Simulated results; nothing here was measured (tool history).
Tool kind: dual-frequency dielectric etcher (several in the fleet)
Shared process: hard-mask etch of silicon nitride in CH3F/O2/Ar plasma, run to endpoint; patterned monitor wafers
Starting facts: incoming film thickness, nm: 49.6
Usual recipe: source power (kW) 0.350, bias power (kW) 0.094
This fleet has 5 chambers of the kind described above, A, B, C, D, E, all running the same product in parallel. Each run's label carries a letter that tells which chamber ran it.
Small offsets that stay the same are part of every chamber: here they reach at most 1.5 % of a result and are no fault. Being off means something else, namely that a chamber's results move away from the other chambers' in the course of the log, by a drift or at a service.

| run | hour | source power (kW) | bias power (kW) | endpoint time (s) |
|---|---|---|---|---|
| 1B | 5.3 | 0.350 | 0.094 | 68.788 |
| 2E | 10.3 | 0.350 | 0.094 | 67.951 |
| 3C | 16.9 | 0.350 | 0.094 | 67.720 |
| 4D | 26.3 | 0.350 | 0.094 | 69.138 |
| 5A | 32.5 | 0.350 | 0.094 | 68.716 |
| 6D | 40.4 | 0.350 | 0.094 | 69.044 |
| 7B | 45.8 | 0.350 | 0.094 | 68.284 |
| 8C | 51.4 | 0.350 | 0.094 | 67.705 |
| 9E | 60.7 | 0.350 | 0.094 | 67.547 |
| 10A | 65.4 | 0.350 | 0.094 | 68.726 |
| 11E | 72.2 | 0.350 | 0.094 | 68.974 |
| 12A | 78.0 | 0.350 | 0.094 | 68.669 |
| 13D | 86.5 | 0.350 | 0.094 | 68.077 |
| 14B | 95.2 | 0.350 | 0.094 | 67.470 |
| 15C | 101.2 | 0.350 | 0.094 | 68.449 |
| 16A | 108.2 | 0.350 | 0.094 | 69.163 |
| 17D | 114.6 | 0.350 | 0.094 | 69.666 |
| 18C | 121.3 | 0.350 | 0.094 | 68.489 |
| 19E | 127.5 | 0.350 | 0.094 | 69.172 |
| 20B | 134.1 | 0.350 | 0.094 | 68.658 |
| 21D | 138.8 | 0.350 | 0.094 | 68.495 |
| 22C | 144.3 | 0.350 | 0.081 | 72.135 |
| 23A | 153.7 | 0.350 | 0.081 | 72.848 |
| 24B | 160.2 | 0.350 | 0.081 | 71.821 |
| 25E | 170.2 | 0.350 | 0.081 | 71.864 |
|  | 171.3 | chamber C: source power generator calibrated |
| 26C | 179.1 | 0.350 | 0.081 | 71.307 |
| 27D | 184.6 | 0.350 | 0.094 | 69.079 |
| 28A | 189.8 | 0.400 | 0.101 | 64.408 |
| 29E | 195.5 | 0.400 | 0.101 | 63.424 |
| 30B | 202.2 | 0.400 | 0.101 | 62.906 |
| 31D | 211.1 | 0.400 | 0.101 | 64.111 |
| 32A | 218.0 | 0.400 | 0.101 | 63.239 |
| 33B | 226.0 | 0.350 | 0.094 | 67.821 |

Has any chamber moved away from the others, gradually or after a service, or does the common gauge drift, or do the chambers differ only by their own small steady offsets? State the chamber and the most likely cause if one applies.

All chambers stay in line apart from their small fixed offsets, and the gauge does not drift.
